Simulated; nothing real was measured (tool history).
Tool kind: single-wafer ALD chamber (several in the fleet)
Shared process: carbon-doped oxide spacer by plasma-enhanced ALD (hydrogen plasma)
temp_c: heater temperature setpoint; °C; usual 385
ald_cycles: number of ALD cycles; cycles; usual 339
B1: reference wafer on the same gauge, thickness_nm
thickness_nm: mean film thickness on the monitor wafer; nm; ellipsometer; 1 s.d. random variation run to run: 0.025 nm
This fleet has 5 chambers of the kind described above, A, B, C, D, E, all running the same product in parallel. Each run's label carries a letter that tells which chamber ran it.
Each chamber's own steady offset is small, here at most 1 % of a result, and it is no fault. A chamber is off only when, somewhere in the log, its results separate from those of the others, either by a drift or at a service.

{"run": "1B", "hour": 3.2, "temp_c": 385, "ald_cycles": 339, "B1": 18.805, "thickness_nm": 17.064}
{"run": "2A", "hour": 9.1, "temp_c": 385, "ald_cycles": 339, "B1": 18.795, "thickness_nm": 16.855}
{"run": "3E", "hour": 12.8, "temp_c": 385, "ald_cycles": 339, "B1": 18.791, "thickness_nm": 17.078}
{"run": "4D", "hour": 18.0, "temp_c": 385, "ald_cycles": 339, "B1": 18.784, "thickness_nm": 16.968}
{"run": "5C", "hour": 22.9, "temp_c": 385, "ald_cycles": 339, "B1": 18.781, "thickness_nm": 16.909}
{"run": "6C", "hour": 29.1, "temp_c": 385, "ald_cycles": 339, "B1": 18.782, "thickness_nm": 16.89}
{"run": "7E", "hour": 35.5, "temp_c": 385, "ald_cycles": 339, "B1": 18.77, "thickness_nm": 17.047}
{"run": "8B", "hour": 38.8, "temp_c": 385, "ald_cycles": 339, "B1": 18.772, "thickness_nm": 17.022}
{"run": "9A", "hour": 44.4, "temp_c": 385, "ald_cycles": 339, "B1": 18.761, "thickness_nm": 16.78}
{"run": "10D", "hour": 50.7, "temp_c": 385, "ald_cycles": 339, "B1": 18.766, "thickness_nm": 16.909}
{"run": "11D", "hour": 55.1, "temp_c": 385, "ald_cycles": 339, "B1": 18.76, "thickness_nm": 16.89}
{"run": "12B", "hour": 59.9, "temp_c": 385, "ald_cycles": 339, "B1": 18.755, "thickness_nm": 17.031}
{"run": "13C", "hour": 63.4, "temp_c": 385, "ald_cycles": 339, "B1": 18.756, "thickness_nm": 16.858}
{"run": "14A", "hour": 69.7, "temp_c": 385, "ald_cycles": 401, "B1": 18.743, "thickness_nm": 19.879}
{"run": "15E", "hour": 75.8, "temp_c": 385, "ald_cycles": 401, "B1": 18.748, "thickness_nm": 20.122}
{"run": "16B", "hour": 80.0, "temp_c": 385, "ald_cycles": 401, "B1": 18.742, "thickness_nm": 20.119}
{"run": "17C", "hour": 84.0, "temp_c": 385, "ald_cycles": 401, "B1": 18.74, "thickness_nm": 19.9}
{"run": "18E", "hour": 90.4, "temp_c": 385, "ald_cycles": 401, "B1": 18.738, "thickness_nm": 20.11}
{"run": "19A", "hour": 95.2, "temp_c": 385, "ald_cycles": 339, "B1": 18.734, "thickness_nm": 16.783}
{"run": "20D", "hour": 98.9, "temp_c": 385, "ald_cycles": 339, "B1": 18.725, "thickness_nm": 16.917}
{"run": "21D", "hour": 102.5, "temp_c": 385, "ald_cycles": 339, "B1": 18.725, "thickness_nm": 16.896}
{"run": "22A", "hour": 109.1, "temp_c": 396, "ald_cycles": 339, "B1": 18.715, "thickness_nm": 16.794}
{"run": "23C", "hour": 112.1, "temp_c": 396, "ald_cycles": 339, "B1": 18.717, "thickness_nm": 16.844}
{"run": "24B", "hour": 117.9, "temp_c": 396, "ald_cycles": 339, "B1": 18.715, "thickness_nm": 17.0}
{"run": "25E", "hour": 121.4, "temp_c": 396, "ald_cycles": 339, "B1": 18.71, "thickness_nm": 16.948}
{"run": "26E", "hour": 125.8, "temp_c": 396, "ald_cycles": 339, "B1": 18.704, "thickness_nm": 16.958}
{"run": "27A", "hour": 129.5, "temp_c": 385, "ald_cycles": 339, "B1": 18.7, "thickness_nm": 16.772}
{"run": "28D", "hour": 133.5, "temp_c": 385, "ald_cycles": 339, "B1": 18.698, "thickness_nm": 16.864}
{"run": "29C", "hour": 139.7, "temp_c": 385, "ald_cycles": 339, "B1": 18.696, "thickness_nm": 16.782}
{"run": "30B", "hour": 142.6, "temp_c": 375, "ald_cycles": 339, "B1": 18.699, "thickness_nm": 16.98}
{"run": "31B", "hour": 149.0, "temp_c": 375, "ald_cycles": 339, "B1": 18.689, "thickness_nm": 16.915}

All chambers now run identical settings, listed one chamber a line with results as question marks. What results will each chamber show?
{"run": "32A", "hour": 153.8, "temp_c": 399, "ald_cycles": 339, "thickness_nm": "?"}
{"run": "32B", "hour": 153.8, "temp_c": 399, "ald_cycles": 339, "thickness_nm": "?"}
{"run": "32C", "hour": 153.8, "temp_c": 399, "ald_cycles": 339, "thickness_nm": "?"}
{"run": "32D", "hour": 153.8, "temp_c": 399, "ald_cycles": 339, "thickness_nm": "?"}
{"run": "32E", "hour": 153.8, "temp_c": 399, "ald_cycles": 339, "thickness_nm": "?"}

run=32A thickness_nm=16.769
run=32B thickness_nm=16.974
run=32C thickness_nm=16.793
run=32D thickness_nm=16.832
run=32E thickness_nm=16.967
